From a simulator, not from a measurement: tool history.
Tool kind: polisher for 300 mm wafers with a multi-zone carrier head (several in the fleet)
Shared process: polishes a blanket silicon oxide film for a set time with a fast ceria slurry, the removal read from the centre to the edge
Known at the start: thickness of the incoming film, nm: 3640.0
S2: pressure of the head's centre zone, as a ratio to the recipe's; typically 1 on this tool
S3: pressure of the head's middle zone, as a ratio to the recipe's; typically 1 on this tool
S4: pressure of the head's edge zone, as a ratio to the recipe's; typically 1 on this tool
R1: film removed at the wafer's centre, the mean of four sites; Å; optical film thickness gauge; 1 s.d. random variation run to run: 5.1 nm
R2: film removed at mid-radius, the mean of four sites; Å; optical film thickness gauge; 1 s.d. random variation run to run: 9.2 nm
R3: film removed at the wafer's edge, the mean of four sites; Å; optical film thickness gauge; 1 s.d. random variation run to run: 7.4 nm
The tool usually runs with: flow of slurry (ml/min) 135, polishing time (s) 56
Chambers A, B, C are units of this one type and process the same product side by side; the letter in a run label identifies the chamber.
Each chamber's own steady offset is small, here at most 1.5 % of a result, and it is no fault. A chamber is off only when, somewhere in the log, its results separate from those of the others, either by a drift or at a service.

{"hour": 14.6, "done": "chamber A: worn pad replaced by a new one"}
{"run": "1B", "hour": 15.4, "flow of slurry (ml/min)": 135, "S2": 1, "S3": 1, "S4": 1, "polishing time (s)": 56, "R1": 6704.3, "R2": 6698.8, "R3": 6755.8}
{"hour": 26.7, "done": "chamber C: edge zone pressure recalibrated"}
{"run": "2C", "hour": 29.1, "flow of slurry (ml/min)": 135, "S2": 1, "S3": 1, "S4": 1, "polishing time (s)": 56, "R1": 6641.8, "R2": 6762.9, "R3": 6498.6}
{"run": "3A", "hour": 36.0, "flow of slurry (ml/min)": 135, "S2": 1, "S3": 1, "S4": 1, "polishing time (s)": 56, "R1": 6787.1, "R2": 6851, "R3": 6699.5}
{"run": "4A", "hour": 50.1, "flow of slurry (ml/min)": 135, "S2": 1, "S3": 1, "S4": 1, "polishing time (s)": 56, "R1": 6672.1, "R2": 6590.7, "R3": 6639.5}
{"run": "5B", "hour": 66.1, "flow of slurry (ml/min)": 135, "S2": 1, "S3": 1, "S4": 1, "polishing time (s)": 56, "R1": 6631.3, "R2": 6580.4, "R3": 6722.8}
{"run": "6C", "hour": 75.6, "flow of slurry (ml/min)": 135, "S2": 1, "S3": 1, "S4": 1, "polishing time (s)": 56, "R1": 6586.4, "R2": 6715.1, "R3": 6548.2}
{"run": "7C", "hour": 86.1, "flow of slurry (ml/min)": 135, "S2": 1, "S3": 1, "S4": 1, "polishing time (s)": 56, "R1": 6678.2, "R2": 6723.1, "R3": 6526.9}
{"hour": 86.4, "done": "chamber C: worn pad replaced by a new one"}
{"run": "8A", "hour": 95.4, "flow of slurry (ml/min)": 135, "S2": 1, "S3": 1, "S4": 1, "polishing time (s)": 56, "R1": 6683.3, "R2": 6713.9, "R3": 6699.9}
{"run": "9B", "hour": 104.8, "flow of slurry (ml/min)": 135, "S2": 1, "S3": 1, "S4": 1, "polishing time (s)": 56, "R1": 6630.8, "R2": 6584.7, "R3": 6743.1}
{"run": "10C", "hour": 115.6, "flow of slurry (ml/min)": 135, "S2": 1, "S3": 1, "S4": 1, "polishing time (s)": 56, "R1": 6633.2, "R2": 6636.4, "R3": 6618.9}
{"run": "11B", "hour": 131.2, "flow of slurry (ml/min)": 135, "S2": 1, "S3": 1, "S4": 1, "polishing time (s)": 56, "R1": 6685.1, "R2": 6507.6, "R3": 6615.6}
{"hour": 134.8, "done": "chamber A: worn pad replaced by a new one"}
{"run": "12A", "hour": 143.5, "flow of slurry (ml/min)": 135, "S2": 1, "S3": 1, "S4": 1, "polishing time (s)": 56, "R1": 6757.2, "R2": 6625.9, "R3": 6617.1}
{"hour": 145.5, "done": "chamber A: slurry nozzle cleaned"}
{"run": "13A", "hour": 152.6, "flow of slurry (ml/min)": 135, "S2": 1, "S3": 1, "S4": 1, "polishing time (s)": 56, "R1": 6746.7, "R2": 6528.9, "R3": 6807}
{"run": "14C", "hour": 160.6, "flow of slurry (ml/min)": 135, "S2": 1, "S3": 1, "S4": 1, "polishing time (s)": 56, "R1": 6522.3, "R2": 6627, "R3": 6537.9}
{"run": "15B", "hour": 172.4, "flow of slurry (ml/min)": 135, "S2": 1, "S3": 1, "S4": 1, "polishing time (s)": 56, "R1": 6574.4, "R2": 6696.5, "R3": 6569.7}
{"hour": 173.9, "done": "chamber B: centre zone pressure recalibrated"}
{"run": "16A", "hour": 187.7, "flow of slurry (ml/min)": 135, "S2": 1, "S3": 1, "S4": 1, "polishing time (s)": 56, "R1": 6683.3, "R2": 6533.6, "R3": 6790.1}
{"hour": 194.1, "done": "chamber C: worn pad replaced by a new one"}
{"run": "17B", "hour": 200.8, "flow of slurry (ml/min)": 135, "S2": 0.94, "S3": 1.1, "S4": 1, "polishing time (s)": 56, "R1": 6148, "R2": 7215.4, "R3": 6479.8}
{"run": "18C", "hour": 211.1, "flow of slurry (ml/min)": 135, "S2": 0.94, "S3": 1.1, "S4": 1, "polishing time (s)": 56, "R1": 6180.9, "R2": 7401.6, "R3": 6480.8}
{"run": "19A", "hour": 225.5, "flow of slurry (ml/min)": 135, "S2": 0.94, "S3": 1.1, "S4": 1, "polishing time (s)": 56, "R1": 6297.5, "R2": 7116.4, "R3": 6490.5}
{"run": "20B", "hour": 235.5, "flow of slurry (ml/min)": 135, "S2": 1, "S3": 1, "S4": 1, "polishing time (s)": 56, "R1": 6493.5, "R2": 6284.5, "R3": 6516.5}
{"hour": 242.5, "done": "chamber A: worn pad replaced by a new one"}
{"run": "21C", "hour": 250.5, "flow of slurry (ml/min)": 135, "S2": 1, "S3": 1, "S4": 1, "polishing time (s)": 56, "R1": 6623.8, "R2": 6719.2, "R3": 6622.5}
{"run": "22C", "hour": 262.4, "flow of slurry (ml/min)": 135, "S2": 1, "S3": 1, "S4": 1, "polishing time (s)": 56, "R1": 6656.7, "R2": 6590.9, "R3": 6545.4}
{"run": "23A", "hour": 272.9, "flow of slurry (ml/min)": 135, "S2": 1, "S3": 1, "S4": 1, "polishing time (s)": 56, "R1": 6657, "R2": 6585.9, "R3": 6695.5}
{"run": "24B", "hour": 287.7, "flow of slurry (ml/min)": 135, "S2": 1, "S3": 1, "S4": 1, "polishing time (s)": 56, "R1": 6514.2, "R2": 6619.9, "R3": 6431.8}
{"run": "25A", "hour": 302.7, "flow of slurry (ml/min)": 135, "S2": 1, "S3": 1, "S4": 1, "polishing time (s)": 56, "R1": 6707.4, "R2": 6641.2, "R3": 6713.8}
{"hour": 307.7, "done": "chamber C: worn pad replaced by a new one"}
{"run": "26B", "hour": 310.8, "flow of slurry (ml/min)": 135, "S2": 1, "S3": 1, "S4": 1, "polishing time (s)": 56, "R1": 6447, "R2": 6365.4, "R3": 6422.1}
{"run": "27C", "hour": 321.1, "flow of slurry (ml/min)": 135, "S2": 1, "S3": 1, "S4": 1, "polishing time (s)": 56, "R1": 6653.8, "R2": 6504, "R3": 6484.8}
{"run": "28B", "hour": 331.2, "flow of slurry (ml/min)": 135, "S2": 1, "S3": 1, "S4": 1, "polishing time (s)": 56, "R1": 6347.1, "R2": 6399.7, "R3": 6442.3}
{"hour": 338.6, "done": "chamber C: centre zone pressure recalibrated"}
{"run": "29A", "hour": 342.9, "flow of slurry (ml/min)": 135, "S2": 1, "S3": 1, "S4": 1, "polishing time (s)": 56, "R1": 6646.7, "R2": 6676.1, "R3": 6660.9}
{"run": "30C", "hour": 354.2, "flow of slurry (ml/min)": 135, "S2": 1, "S3": 1, "S4": 1, "polishing time (s)": 56, "R1": 6570.2, "R2": 6620.8, "R3": 6620.1}
{"run": "31B", "hour": 368.5, "flow of slurry (ml/min)": 135, "S2": 1, "S3": 1, "S4": 1, "polishing time (s)": 56, "R1": 6360.1, "R2": 6423.7, "R3": 6337.1}
{"run": "32C", "hour": 376.4, "flow of slurry (ml/min)": 135, "S2": 1, "S3": 1, "S4": 1, "polishing time (s)": 56, "R1": 6559, "R2": 6518, "R3": 6610.3}
{"hour": 383.7, "done": "chamber A: worn pad replaced by a new one"}
{"run": "33A", "hour": 384.0, "flow of slurry (ml/min)": 135, "S2": 1, "S3": 1, "S4": 1, "polishing time (s)": 56, "R1": 6628.7, "R2": 6658.5, "R3": 6553.5}
{"hour": 386.7, "done": "chamber B: edge zone pressure recalibrated"}
{"run": "34B", "hour": 392.9, "flow of slurry (ml/min)": 135, "S2": 1, "S3": 1, "S4": 1, "polishing time (s)": 56, "R1": 6495.7, "R2": 6294.8, "R3": 6293}
{"run": "35C", "hour": 408.5, "flow of slurry (ml/min)": 135, "S2": 1, "S3": 1, "S4": 1, "polishing time (s)": 56, "R1": 6523.2, "R2": 6555.1, "R3": 6542}
{"run": "36A", "hour": 415.7, "flow of slurry (ml/min)": 135, "S2": 1, "S3": 1, "S4": 1, "polishing time (s)": 56, "R1": 6763.1, "R2": 6528.4, "R3": 6634.7}
{"hour": 418.5, "done": "chamber C: worn pad replaced by a new one"}
{"run": "37A", "hour": 425.5, "flow of slurry (ml/min)": 135, "S2": 1, "S3": 1, "S4": 1, "polishing time (s)": 56, "R1": 6634, "R2": 6499.4, "R3": 6577.9}
{"hour": 430.8, "done": "chamber C: slurry nozzle cleaned"}
{"hour": 433.6, "done": "chamber A: edge zone pressure recalibrated"}
{"run": "38B", "hour": 440.3, "flow of slurry (ml/min)": 135, "S2": 1, "S3": 1, "S4": 1, "polishing time (s)": 56, "R1": 6280.2, "R2": 6218.1, "R3": 6250.8}
{"run": "39C", "hour": 455.2, "flow of slurry (ml/min)": 135, "S2": 1.1, "S3": 1, "S4": 0.88, "polishing time (s)": 56, "R1": 7242.6, "R2": 6549.6, "R3": 6230.9}
{"run": "40A", "hour": 464.8, "flow of slurry (ml/min)": 135, "S2": 1.1, "S3": 1, "S4": 0.88, "polishing time (s)": 56, "R1": 7318.5, "R2": 6679.1, "R3": 6303.4}
{"run": "41C", "hour": 476.8, "flow of slurry (ml/min)": 135, "S2": 1.1, "S3": 1, "S4": 0.88, "polishing time (s)": 56, "R1": 7354, "R2": 6665, "R3": 6154.3}
{"run": "42B", "hour": 488.0, "flow of slurry (ml/min)": 135, "S2": 1, "S3": 1, "S4": 1, "polishing time (s)": 56, "R1": 6313.1, "R2": 6228.7, "R3": 6307.4}
{"hour": 489.3, "done": "chamber A: worn pad replaced by a new one"}
{"run": "43C", "hour": 499.4, "flow of slurry (ml/min)": 135, "S2": 1, "S3": 1, "S4": 1, "polishing time (s)": 56, "R1": 6711.1, "R2": 6617.2, "R3": 6577.4}
{"run": "44A", "hour": 507.2, "flow of slurry (ml/min)": 135, "S2": 1, "S3": 1, "S4": 1, "polishing time (s)": 56, "R1": 6726.7, "R2": 6760.7, "R3": 6578.9}

Does one chamber stand apart from the rest, does the shared gauge drift, or is all well apart from small per-chamber offsets? Give the chamber and the most likely cause, where there is one.

Little by little, chamber B moves away from the other chambers.
Cause: removal rate lost through wear of the pad, % = 6.44.
It could be hard to tell apart here from: slurry flow missing at the pad, %.

Below are 4 candidate recipes for chamber B's next run, each the usual settings with a change, their results shown as question marks. Which of them brings B's results back in line with what the other chambers give on the usual settings?
To be in line, a result may differ from the other chambers' mean on the usual settings by at most: R1 180 Å; R2 320 Å; R3 260 Å
{"run": "45B-1", "hour": 518.7, "flow of slurry (ml/min)": 135, "S2": 1, "S3": 1.01, "S4": 1, "polishing time (s)": 62, "R1": "?", "R2": "?", "R3": "?"}
{"run": "45B-2", "hour": 518.7, "flow of slurry (ml/min)": 135, "S2": 1, "S3": 0.99, "S4": 1, "polishing time (s)": 50, "R1": "?", "R2": "?", "R3": "?"}
{"run": "45B-3", "hour": 518.7, "flow of slurry (ml/min)": 135, "S2": 1, "S3": 1, "S4": 1, "polishing time (s)": 59, "R1": "?", "R2": "?", "R3": "?"}
{"run": "45B-4", "hour": 518.7, "flow of slurry (ml/min)": 135, "S2": 1, "S3": 1, "S4": 1, "polishing time (s)": 53, "R1": "?", "R2": "?", "R3": "?"}

On the usual settings, the other chambers give on average: R1 6645.7 Å; R2 6629.9 Å; R3 6627.2 Å
run=45B-1 R1=6932.5 R2=6930.1 R3=6897.7
run=45B-2 R1=5589.8 R2=5487.1 R3=5564.3
run=45B-3 R1=6596.5 R2=6534.8 R3=6564.9
run=45B-4 R1=5925.7 R2=5870.2 R3=5897.3
45B-3 is the one that brings the chamber's results back in line with the other chambers.
